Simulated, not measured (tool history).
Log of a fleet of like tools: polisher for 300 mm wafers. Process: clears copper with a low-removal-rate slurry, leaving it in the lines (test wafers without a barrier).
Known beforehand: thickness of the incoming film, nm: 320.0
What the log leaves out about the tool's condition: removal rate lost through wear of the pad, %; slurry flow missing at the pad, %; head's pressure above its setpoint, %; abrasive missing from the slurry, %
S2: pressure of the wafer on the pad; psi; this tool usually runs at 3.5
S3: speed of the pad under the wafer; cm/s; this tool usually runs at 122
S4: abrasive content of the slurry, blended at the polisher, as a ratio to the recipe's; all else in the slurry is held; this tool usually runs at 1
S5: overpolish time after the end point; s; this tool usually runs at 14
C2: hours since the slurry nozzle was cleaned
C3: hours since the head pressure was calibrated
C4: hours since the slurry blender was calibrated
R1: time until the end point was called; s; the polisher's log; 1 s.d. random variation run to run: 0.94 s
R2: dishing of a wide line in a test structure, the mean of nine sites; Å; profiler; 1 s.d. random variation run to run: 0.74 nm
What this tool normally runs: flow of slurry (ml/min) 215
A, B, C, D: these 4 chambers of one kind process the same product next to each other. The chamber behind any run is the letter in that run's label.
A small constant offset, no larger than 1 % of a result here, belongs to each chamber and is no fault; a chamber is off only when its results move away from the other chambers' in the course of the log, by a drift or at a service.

{"hour": 1.9, "done": "chamber C: slurry blender recalibrated"}
{"run": "1D", "hour": 4.8, "flow of slurry (ml/min)": 215, "S2": 3.5, "S3": 122, "S4": 1, "S5": 14, "wafers polished on this pad": 643, "C2": 240.5, "C3": 109.5, "C4": 318.6, "R1": 68.123, "R2": 333.83}
{"hour": 6.1, "done": "chamber B: slurry blender recalibrated"}
{"run": "2A", "hour": 12.2, "flow of slurry (ml/min)": 215, "S2": 3.5, "S3": 122, "S4": 1, "S5": 14, "wafers polished on this pad": 334, "C2": 407.3, "C3": 146.5, "C4": 97.2, "R1": 66.365, "R2": 346.59}
{"hour": 13.4, "done": "chamber D: slurry blender recalibrated"}
{"run": "3B", "hour": 18.2, "flow of slurry (ml/min)": 215, "S2": 3.5, "S3": 122, "S4": 1, "S5": 14, "wafers polished on this pad": 323, "C2": 589.9, "C3": 224.4, "C4": 12.2, "R1": 67.305, "R2": 357.41}
{"hour": 20.9, "done": "chamber C: worn pad replaced by a new one"}
{"run": "4C", "hour": 23.9, "flow of slurry (ml/min)": 215, "S2": 3.5, "S3": 122, "S4": 1, "S5": 14, "wafers polished on this pad": 23, "C2": 378.9, "C3": 161.4, "C4": 22, "R1": 66.55, "R2": 340.01}
{"run": "5C", "hour": 28.9, "flow of slurry (ml/min)": 215, "S2": 3.5, "S3": 122, "S4": 1, "S5": 14, "wafers polished on this pad": 60, "C2": 383.9, "C3": 166.4, "C4": 27, "R1": 66.967, "R2": 340.9}
{"run": "6B", "hour": 34.5, "flow of slurry (ml/min)": 215, "S2": 2.9, "S3": 122, "S4": 1, "S5": 18, "wafers polished on this pad": 446, "C2": 606.2, "C3": 240.7, "C4": 28.5, "R1": 80.283, "R2": 357.53}
{"run": "7A", "hour": 40.9, "flow of slurry (ml/min)": 215, "S2": 2.9, "S3": 122, "S4": 1, "S5": 18, "wafers polished on this pad": 550, "C2": 436, "C3": 175.2, "C4": 125.9, "R1": 80.624, "R2": 356.63}
{"run": "8D", "hour": 46.1, "flow of slurry (ml/min)": 215, "S2": 2.9, "S3": 122, "S4": 1, "S5": 18, "wafers polished on this pad": 953, "C2": 281.8, "C3": 150.8, "C4": 32.8, "R1": 82.616, "R2": 346.47}
{"run": "9D", "hour": 53.6, "flow of slurry (ml/min)": 215, "S2": 2.9, "S3": 122, "S4": 1, "S5": 18, "wafers polished on this pad": 1010, "C2": 289.3, "C3": 158.3, "C4": 40.3, "R1": 82.328, "R2": 336.47}
{"hour": 55.7, "done": "chamber D: slurry nozzle cleaned"}
{"run": "10A", "hour": 60.3, "flow of slurry (ml/min)": 215, "S2": 3.5, "S3": 122, "S4": 1, "S5": 14, "wafers polished on this pad": 696, "C2": 455.4, "C3": 194.6, "C4": 145.3, "R1": 66.051, "R2": 350.67}
{"hour": 65.5, "done": "chamber A: worn pad replaced by a new one"}
{"run": "11C", "hour": 65.7, "flow of slurry (ml/min)": 215, "S2": 3.5, "S3": 122, "S4": 1, "S5": 14, "wafers polished on this pad": 337, "C2": 420.7, "C3": 203.2, "C4": 63.8, "R1": 67.729, "R2": 340.7}
{"run": "12B", "hour": 73.2, "flow of slurry (ml/min)": 215, "S2": 3.5, "S3": 122, "S4": 1, "S5": 14, "wafers polished on this pad": 737, "C2": 644.9, "C3": 279.4, "C4": 67.2, "R1": 68.839, "R2": 340.53}
{"hour": 78.8, "done": "chamber D: worn pad replaced by a new one"}
{"run": "13D", "hour": 79.6, "flow of slurry (ml/min)": 215, "S2": 3.5, "S3": 122, "S4": 1, "S5": 14, "wafers polished on this pad": 6, "C2": 23.9, "C3": 184.3, "C4": 66.3, "R1": 66.721, "R2": 331.63}
{"hour": 86.4, "done": "chamber B: slurry nozzle cleaned"}
{"run": "14B", "hour": 86.4, "flow of slurry (ml/min)": 240, "S2": 3.5, "S3": 122, "S4": 1, "S5": 14, "wafers polished on this pad": 836, "C2": 0.1, "C3": 292.6, "C4": 80.4, "R1": 68.563, "R2": 326.9}
{"hour": 88.7, "done": "chamber B: head pressure recalibrated"}
{"run": "15C", "hour": 89.9, "flow of slurry (ml/min)": 240, "S2": 3.5, "S3": 122, "S4": 1, "S5": 14, "wafers polished on this pad": 519, "C2": 444.9, "C3": 227.4, "C4": 88, "R1": 65.504, "R2": 346.96}
{"run": "16A", "hour": 93.4, "flow of slurry (ml/min)": 240, "S2": 3.5, "S3": 122, "S4": 1, "S5": 14, "wafers polished on this pad": 210, "C2": 488.5, "C3": 227.7, "C4": 178.4, "R1": 67.122, "R2": 341.13}
{"run": "17D", "hour": 99.4, "flow of slurry (ml/min)": 240, "S2": 3.5, "S3": 122, "S4": 1, "S5": 14, "wafers polished on this pad": 155, "C2": 43.7, "C3": 204.1, "C4": 86.1, "R1": 65.246, "R2": 344.67}
{"run": "18C", "hour": 104.5, "flow of slurry (ml/min)": 215, "S2": 3.5, "S3": 122, "S4": 1, "S5": 14, "wafers polished on this pad": 629, "C2": 459.5, "C3": 242, "C4": 102.6, "R1": 66.074, "R2": 346.42}
{"run": "19A", "hour": 109.2, "flow of slurry (ml/min)": 215, "S2": 3.5, "S3": 122, "S4": 1, "S5": 14, "wafers polished on this pad": 329, "C2": 504.3, "C3": 243.5, "C4": 194.2, "R1": 67.152, "R2": 331.9}
{"run": "20B", "hour": 115.4, "flow of slurry (ml/min)": 215, "S2": 2.7, "S3": 122, "S4": 1, "S5": 9, "wafers polished on this pad": 1055, "C2": 29.1, "C3": 26.7, "C4": 109.4, "R1": 91.354, "R2": 196.84}
{"run": "21D", "hour": 120.3, "flow of slurry (ml/min)": 215, "S2": 2.7, "S3": 122, "S4": 1, "S5": 9, "wafers polished on this pad": 312, "C2": 64.6, "C3": 225, "C4": 107, "R1": 87.395, "R2": 208.24}
{"run": "22B", "hour": 126.7, "flow of slurry (ml/min)": 215, "S2": 2.7, "S3": 122, "S4": 1, "S5": 9, "wafers polished on this pad": 1140, "C2": 40.4, "C3": 38, "C4": 120.7, "R1": 92.302, "R2": 200.92}
{"run": "23C", "hour": 134.3, "flow of slurry (ml/min)": 215, "S2": 2.7, "S3": 122, "S4": 1, "S5": 9, "wafers polished on this pad": 853, "C2": 489.3, "C3": 271.8, "C4": 132.4, "R1": 87.868, "R2": 211.36}
{"run": "24A", "hour": 141.9, "flow of slurry (ml/min)": 215, "S2": 3.5, "S3": 122, "S4": 1, "S5": 14, "wafers polished on this pad": 575, "C2": 537, "C3": 276.2, "C4": 226.9, "R1": 65.341, "R2": 342.9}
{"run": "25C", "hour": 148.9, "flow of slurry (ml/min)": 215, "S2": 3.5, "S3": 122, "S4": 1, "S5": 14, "wafers polished on this pad": 963, "C2": 503.9, "C3": 286.4, "C4": 147, "R1": 68.149, "R2": 342.39}
{"run": "26D", "hour": 154.7, "flow of slurry (ml/min)": 215, "S2": 3.5, "S3": 122, "S4": 1, "S5": 14, "wafers polished on this pad": 571, "C2": 99, "C3": 259.4, "C4": 141.4, "R1": 66.92, "R2": 347.34}
{"run": "27B", "hour": 162.2, "flow of slurry (ml/min)": 215, "S2": 3.5, "S3": 140, "S4": 1, "S5": 14, "wafers polished on this pad": 1407, "C2": 75.9, "C3": 73.5, "C4": 156.2, "R1": 62.968, "R2": 354.56}
{"hour": 168.5, "done": "chamber A: worn pad replaced by a new one"}
{"run": "28A", "hour": 169.9, "flow of slurry (ml/min)": 215, "S2": 3.5, "S3": 140, "S4": 1, "S5": 14, "wafers polished on this pad": 10, "C2": 565, "C3": 304.2, "C4": 254.9, "R1": 57.705, "R2": 371.23}
{"run": "29A", "hour": 175.0, "flow of slurry (ml/min)": 215, "S2": 3.5, "S3": 140, "S4": 1, "S5": 14, "wafers polished on this pad": 49, "C2": 570.1, "C3": 309.3, "C4": 260, "R1": 57.857, "R2": 369.27}
{"run": "30B", "hour": 179.4, "flow of slurry (ml/min)": 215, "S2": 3.5, "S3": 140, "S4": 1, "S5": 14, "wafers polished on this pad": 1536, "C2": 93.1, "C3": 90.7, "C4": 173.4, "R1": 63.977, "R2": 362.9}
{"hour": 180.2, "done": "chamber C: worn pad replaced by a new one"}
{"run": "31C", "hour": 183.6, "flow of slurry (ml/min)": 215, "S2": 3.5, "S3": 122, "S4": 1, "S5": 14, "wafers polished on this pad": 26, "C2": 538.6, "C3": 321.1, "C4": 181.7, "R1": 68.163, "R2": 338.97}
{"run": "32D", "hour": 188.5, "flow of slurry (ml/min)": 215, "S2": 3.5, "S3": 122, "S4": 1, "S5": 14, "wafers polished on this pad": 825, "C2": 132.8, "C3": 293.2, "C4": 175.2, "R1": 66.528, "R2": 332.77}
{"run": "33B", "hour": 193.8, "flow of slurry (ml/min)": 215, "S2": 3.5, "S3": 122, "S4": 1, "S5": 14, "wafers polished on this pad": 1645, "C2": 107.5, "C3": 105.1, "C4": 187.8, "R1": 72.851, "R2": 323.49}
{"run": "34C", "hour": 201.4, "flow of slurry (ml/min)": 215, "S2": 3.5, "S3": 122, "S4": 1, "S5": 14, "wafers polished on this pad": 159, "C2": 556.4, "C3": 338.9, "C4": 199.5, "R1": 67.389, "R2": 328.28}
{"hour": 202.0, "done": "chamber D: worn pad replaced by a new one"}
{"run": "35A", "hour": 205.3, "flow of slurry (ml/min)": 215, "S2": 3.5, "S3": 122, "S4": 0.8, "S5": 14, "wafers polished on this pad": 277, "C2": 600.4, "C3": 339.6, "C4": 290.3, "R1": 71.1, "R2": 315.32}
{"run": "36D", "hour": 212.3, "flow of slurry (ml/min)": 215, "S2": 3.5, "S3": 122, "S4": 0.8, "S5": 14, "wafers polished on this pad": 77, "C2": 156.6, "C3": 317, "C4": 199, "R1": 70.196, "R2": 331.13}
{"hour": 213.3, "done": "chamber B: slurry blender recalibrated"}
{"run": "37B", "hour": 218.2, "flow of slurry (ml/min)": 215, "S2": 3.5, "S3": 122, "S4": 0.8, "S5": 14, "wafers polished on this pad": 1828, "C2": 131.9, "C3": 129.5, "C4": 5, "R1": 77.89, "R2": 314.54}
{"run": "38D", "hour": 224.0, "flow of slurry (ml/min)": 215, "S2": 3.5, "S3": 122, "S4": 0.8, "S5": 14, "wafers polished on this pad": 165, "C2": 168.3, "C3": 328.7, "C4": 210.7, "R1": 68.048, "R2": 334.94}
{"run": "39C", "hour": 231.5, "flow of slurry (ml/min)": 215, "S2": 3.5, "S3": 136, "S4": 1, "S5": 14, "wafers polished on this pad": 386, "C2": 586.5, "C3": 369, "C4": 229.6, "R1": 61.003, "R2": 371.07}
{"run": "40A", "hour": 236.4, "flow of slurry (ml/min)": 215, "S2": 3.5, "S3": 136, "S4": 1, "S5": 14, "wafers polished on this pad": 511, "C2": 631.5, "C3": 370.7, "C4": 321.4, "R1": 58.737, "R2": 350.71}
{"run": "41C", "hour": 243.4, "flow of slurry (ml/min)": 215, "S2": 3.5, "S3": 136, "S4": 1, "S5": 14, "wafers polished on this pad": 475, "C2": 598.4, "C3": 380.9, "C4": 241.5, "R1": 61.098, "R2": 347.49}
{"run": "42B", "hour": 246.8, "flow of slurry (ml/min)": 215, "S2": 3.5, "S3": 136, "S4": 1, "S5": 14, "wafers polished on this pad": 2043, "C2": 160.5, "C3": 158.1, "C4": 33.6, "R1": 68.505, "R2": 335.18}

Is one chamber out of step, is the gauge drifting, or do the chambers differ by no more than their own small offsets? For an off chamber, give its letter and the likeliest cause.

One chamber, B, drifts off from the rest bit by bit.
Most likely cause: removal rate lost through wear of the pad, % = 11.9.

Below are 4 candidate recipes for chamber B's next run, each the usual settings with a change, their results shown as question marks. Which of them brings B's results back in line with what the other chambers give on the usual settings?
In line means no further than this from the other chambers' mean on the usual settings: R1 3.3 s; R2 26 Å
{"run": "43B-1", "hour": 252.3, "flow of slurry (ml/min)": 210, "S2": 3.1, "S3": 108, "S4": 1, "S5": 14, "R1": "?", "R2": "?"}
{"run": "43B-2", "hour": 252.3, "flow of slurry (ml/min)": 215, "S2": 3.3, "S3": 114, "S4": 1, "S5": 14, "R1": "?", "R2": "?"}
{"run": "43B-3", "hour": 252.3, "flow of slurry (ml/min)": 215, "S2": 3.7, "S3": 130, "S4": 1, "S5": 14, "R1": "?", "R2": "?"}
{"run": "43B-4", "hour": 252.3, "flow of slurry (ml/min)": 220, "S2": 4, "S3": 138, "S4": 1, "S5": 13, "R1": "?", "R2": "?"}

The other chambers' mean on the usual settings: R1 66.949 s; R2 340.05 Å
run=43B-1 R1=97.194 R2=269.64
run=43B-2 R1=86.201 R2=293.43
run=43B-3 R1=67.342 R2=344.79
run=43B-4 R1=58.489 R2=360.2
Change 43B-3 lands the chamber within the allowed miss of the other chambers.
